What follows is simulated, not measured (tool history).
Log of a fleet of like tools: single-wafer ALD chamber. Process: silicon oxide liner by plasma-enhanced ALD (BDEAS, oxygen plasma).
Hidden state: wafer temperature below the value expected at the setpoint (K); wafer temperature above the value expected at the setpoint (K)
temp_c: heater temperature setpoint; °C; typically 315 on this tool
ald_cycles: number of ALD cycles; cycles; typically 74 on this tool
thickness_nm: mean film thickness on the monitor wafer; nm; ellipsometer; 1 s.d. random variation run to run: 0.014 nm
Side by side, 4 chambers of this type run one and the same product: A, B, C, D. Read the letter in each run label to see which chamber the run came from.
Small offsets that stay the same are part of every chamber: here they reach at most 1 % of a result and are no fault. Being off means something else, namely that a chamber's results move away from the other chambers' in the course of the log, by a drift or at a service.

run,day,temp_c,ald_cycles,hours since the last thermocouple change,"read-back reference wafer on the same gauge, thickness_nm",thickness_nm
1D,0.179,315,74,166.2,5.4398,6.7722
2C,0.3,315,74,703.7,5.4411,6.6745
3B,0.408,315,74,244.5,5.4367,6.7499
4A,0.588,315,74,482.1,5.4394,6.7698
5A,0.771,315,64,486.5,5.4413,5.8426
6C,0.95,315,64,719.3,5.4427,5.7959
7B,1.154,315,64,262.4,5.4399,5.8516
8D,1.392,315,64,195.3,5.4408,5.8251
9D,1.496,315,74,197.8,5.4385,6.7571
10C,1.671,315,74,736.6,5.4398,6.7144
11A,1.9,315,74,513.6,5.4393,6.7611
12B,2.025,315,74,283.3,5.4395,6.744
13A,2.175,315,74,520.2,5.4443,6.7499
14B,2.404,320,61,292.4,5.4374,5.5507
15C,2.625,320,61,759.5,5.4409,5.4836
16D,2.833,320,61,229.9,5.4409,5.5155
17C,3.071,320,61,770.2,5.4358,5.4793
18B,3.2,304,74,311.5,5.4411,6.8659
19D,3.342,304,74,242.1,5.4398,6.8466
20A,3.579,304,74,553.9,5.4372,6.8741
21A,3.821,304,74,559.7,5.44,6.8618
22B,3.929,315,74,329,5.4404,6.7876
23D,4.05,315,74,259.1,5.4406,6.7621
24C,4.158,315,74,796.3,5.4403,6.6672
25D,4.396,315,74,267.4,5.4399,6.7461
26B,4.542,315,74,343.7,5.4407,6.7841
27C,4.762,315,74,810.8,5.4428,6.6744
28A,4.954,315,74,586.9,5.4385,6.7477
29C,5.154,315,74,820.2,5.4412,6.697
30B,5.333,315,74,362.7,5.4388,6.7475
31A,5.504,315,74,600.1,5.4414,6.7869
32D,5.621,315,74,296.8,5.4389,6.7593
33A,5.854,315,74,608.5,5.4386,6.7637
34B,6.021,315,74,379.2,5.4381,6.7709
35C,6.138,308,61,843.8,5.4409,5.5624
36D,6.362,308,61,314.6,5.4411,5.6273

Predict what each chamber gives when all 4 of them run the settings below next.
37A,6.538,315,78,,,?
37B,6.538,315,78,,,?
37C,6.538,315,78,,,?
37D,6.538,315,78,,,?

run,thickness_nm
37A,7.1148
37B,7.1042
37C,7.0687
37D,7.1067
